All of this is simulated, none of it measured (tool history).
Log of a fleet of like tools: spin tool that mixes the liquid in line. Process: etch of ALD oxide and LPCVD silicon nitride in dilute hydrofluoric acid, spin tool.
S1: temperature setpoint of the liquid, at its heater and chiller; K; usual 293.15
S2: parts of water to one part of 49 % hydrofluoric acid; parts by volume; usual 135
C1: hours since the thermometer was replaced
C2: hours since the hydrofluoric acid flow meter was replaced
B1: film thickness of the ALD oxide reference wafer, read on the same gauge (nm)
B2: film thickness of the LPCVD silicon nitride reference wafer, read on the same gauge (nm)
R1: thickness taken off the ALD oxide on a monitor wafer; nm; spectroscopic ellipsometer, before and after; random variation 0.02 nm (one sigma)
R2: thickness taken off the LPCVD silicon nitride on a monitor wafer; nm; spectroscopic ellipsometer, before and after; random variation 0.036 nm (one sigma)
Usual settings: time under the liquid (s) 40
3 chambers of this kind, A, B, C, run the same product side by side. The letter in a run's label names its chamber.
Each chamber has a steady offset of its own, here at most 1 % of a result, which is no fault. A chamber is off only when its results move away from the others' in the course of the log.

{"run": "1A", "hour": 9.3, "S1": 293.15, "S2": 135, "time under the liquid (s)": 40, "C1": 1935.7, "C2": 606.1, "B1": 150.01, "B2": 140.02, "R1": 4.6045, "R2": 0.11421}
{"run": "2C", "hour": 14.7, "S1": 293.15, "S2": 135, "time under the liquid (s)": 40, "C1": 956.8, "C2": 1211.4, "B1": 149.99, "B2": 140.01, "R1": 4.6092, "R2": 0.12369}
{"run": "3B", "hour": 21.0, "S1": 293.15, "S2": 135, "time under the liquid (s)": 40, "C1": 1229.6, "C2": 1481.2, "B1": 150.03, "B2": 140.03, "R1": 4.6628, "R2": 0.010126}
{"run": "4A", "hour": 28.6, "S1": 293.15, "S2": 135, "time under the liquid (s)": 40, "C1": 1955.0, "C2": 625.4, "B1": 150.01, "B2": 139.98, "R1": 4.6114, "R2": 0.071763}
{"run": "5C", "hour": 37.5, "S1": 297.15, "S2": 135, "time under the liquid (s)": 40, "C1": 979.6, "C2": 1234.2, "B1": 150.01, "B2": 139.98, "R1": 5.4532, "R2": 0.20018}
{"run": "6B", "hour": 48.2, "S1": 297.15, "S2": 135, "time under the liquid (s)": 40, "C1": 1256.8, "C2": 1508.4, "B1": 149.99, "B2": 140.0, "R1": 5.4014, "R2": 0.11855}
{"run": "7C", "hour": 55.0, "S1": 297.15, "S2": 135, "time under the liquid (s)": 40, "C1": 997.1, "C2": 1251.7, "B1": 150.02, "B2": 139.99, "R1": 5.4378, "R2": 0.19947}
{"run": "8B", "hour": 61.3, "S1": 293.15, "S2": 135, "time under the liquid (s)": 40, "C1": 1269.9, "C2": 1521.5, "B1": 149.98, "B2": 140.0, "R1": 4.5913, "R2": 0.10319}
{"run": "9A", "hour": 69.6, "S1": 293.15, "S2": 135, "time under the liquid (s)": 40, "C1": 1996.0, "C2": 666.4, "B1": 150.04, "B2": 139.99, "R1": 4.6373, "R2": 0.078714}
{"run": "10C", "hour": 79.6, "S1": 293.15, "S2": 135, "time under the liquid (s)": 40, "C1": 1021.7, "C2": 1276.3, "B1": 149.98, "B2": 139.99, "R1": 4.5969, "R2": 0.11827}
{"run": "11A", "hour": 88.5, "S1": 296.65, "S2": 135, "time under the liquid (s)": 25, "C1": 2014.9, "C2": 685.3, "B1": 150.01, "B2": 140.01, "R1": 3.3071, "R2": 0.14371}
{"run": "12B", "hour": 97.9, "S1": 296.65, "S2": 135, "time under the liquid (s)": 25, "C1": 1306.5, "C2": 1558.1, "B1": 149.98, "B2": 140.03, "R1": 3.3376, "R2": 0.09426}
{"run": "13B", "hour": 104.9, "S1": 296.65, "S2": 135, "time under the liquid (s)": 25, "C1": 1313.5, "C2": 1565.1, "B1": 149.98, "B2": 139.99, "R1": 3.3468, "R2": 0.044947}
{"run": "14A", "hour": 110.3, "S1": 293.15, "S2": 135, "time under the liquid (s)": 40, "C1": 2036.7, "C2": 707.1, "B1": 150.03, "B2": 140.02, "R1": 4.6075, "R2": 0.173}
{"run": "15C", "hour": 115.2, "S1": 293.15, "S2": 180, "time under the liquid (s)": 40, "C1": 1057.3, "C2": 1311.9, "B1": 150.03, "B2": 139.96, "R1": 3.263, "R2": 0.12662}
{"run": "16A", "hour": 125.4, "S1": 293.15, "S2": 180, "time under the liquid (s)": 40, "C1": 2051.8, "C2": 722.2, "B1": 149.99, "B2": 139.96, "R1": 3.2972, "R2": 0.030883}
{"run": "17B", "hour": 131.2, "S1": 293.15, "S2": 180, "time under the liquid (s)": 40, "C1": 1339.8, "C2": 1591.4, "B1": 150.0, "B2": 139.99, "R1": 3.302, "R2": 0.073902}
{"run": "18C", "hour": 139.1, "S1": 293.15, "S2": 135, "time under the liquid (s)": 40, "C1": 1081.2, "C2": 1335.8, "B1": 150.0, "B2": 140.0, "R1": 4.5391, "R2": 0.14403}
{"run": "19C", "hour": 147.0, "S1": 293.15, "S2": 135, "time under the liquid (s)": 40, "C1": 1089.1, "C2": 1343.7, "B1": 149.98, "B2": 139.95, "R1": 4.5447, "R2": 0.097494}
{"run": "20A", "hour": 158.0, "S1": 297.15, "S2": 110, "time under the liquid (s)": 40, "C1": 2084.4, "C2": 754.8, "B1": 150.03, "B2": 139.97, "R1": 6.8081, "R2": 0.20061}
{"run": "21B", "hour": 162.9, "S1": 297.15, "S2": 110, "time under the liquid (s)": 40, "C1": 1371.5, "C2": 1623.1, "B1": 150.01, "B2": 139.96, "R1": 6.8691, "R2": 0.24419}
{"run": "22A", "hour": 170.3, "S1": 297.15, "S2": 110, "time under the liquid (s)": 40, "C1": 2096.7, "C2": 767.1, "B1": 150.01, "B2": 139.99, "R1": 6.7926, "R2": 0.30518}
{"run": "23C", "hour": 181.3, "S1": 293.15, "S2": 135, "time under the liquid (s)": 40, "C1": 1123.4, "C2": 1378.0, "B1": 149.98, "B2": 140.02, "R1": 4.4722, "R2": 0.18782}
{"run": "24B", "hour": 191.7, "S1": 293.15, "S2": 135, "time under the liquid (s)": 40, "C1": 1400.3, "C2": 1651.9, "B1": 150.01, "B2": 140.01, "R1": 4.6382, "R2": 0.12285}
{"run": "25A", "hour": 198.4, "S1": 293.15, "S2": 135, "time under the liquid (s)": 40, "C1": 2124.8, "C2": 795.2, "B1": 150.01, "B2": 139.99, "R1": 4.6459, "R2": 0.14102}
{"run": "26B", "hour": 206.1, "S1": 293.15, "S2": 135, "time under the liquid (s)": 40, "C1": 1414.7, "C2": 1666.3, "B1": 150.02, "B2": 139.99, "R1": 4.6182, "R2": 0.085551}
{"run": "27C", "hour": 216.5, "S1": 293.15, "S2": 135, "time under the liquid (s)": 40, "C1": 1158.6, "C2": 1413.2, "B1": 150.01, "B2": 139.99, "R1": 4.4575, "R2": 0.09735}
{"run": "28A", "hour": 227.1, "S1": 293.15, "S2": 135, "time under the liquid (s)": 40, "C1": 2153.5, "C2": 823.9, "B1": 149.96, "B2": 140.02, "R1": 4.5716, "R2": 0.10342}
{"run": "29C", "hour": 232.1, "S1": 293.15, "S2": 135, "time under the liquid (s)": 40, "C1": 1174.2, "C2": 1428.8, "B1": 150.04, "B2": 139.97, "R1": 4.4352, "R2": 0.10921}

Next, every chamber runs the same settings. What will each give?
{"run": "30A", "hour": 240.1, "S1": 293.15, "S2": 135, "time under the liquid (s)": 40, "R1": "?", "R2": "?"}
{"run": "30B", "hour": 240.1, "S1": 293.15, "S2": 135, "time under the liquid (s)": 40, "R1": "?", "R2": "?"}
{"run": "30C", "hour": 240.1, "S1": 293.15, "S2": 135, "time under the liquid (s)": 40, "R1": "?", "R2": "?"}

run=30A R1=4.6365 R2=0.113550
run=30B R1=4.6273 R2=0.042433
run=30C R1=4.4733 R2=0.142970
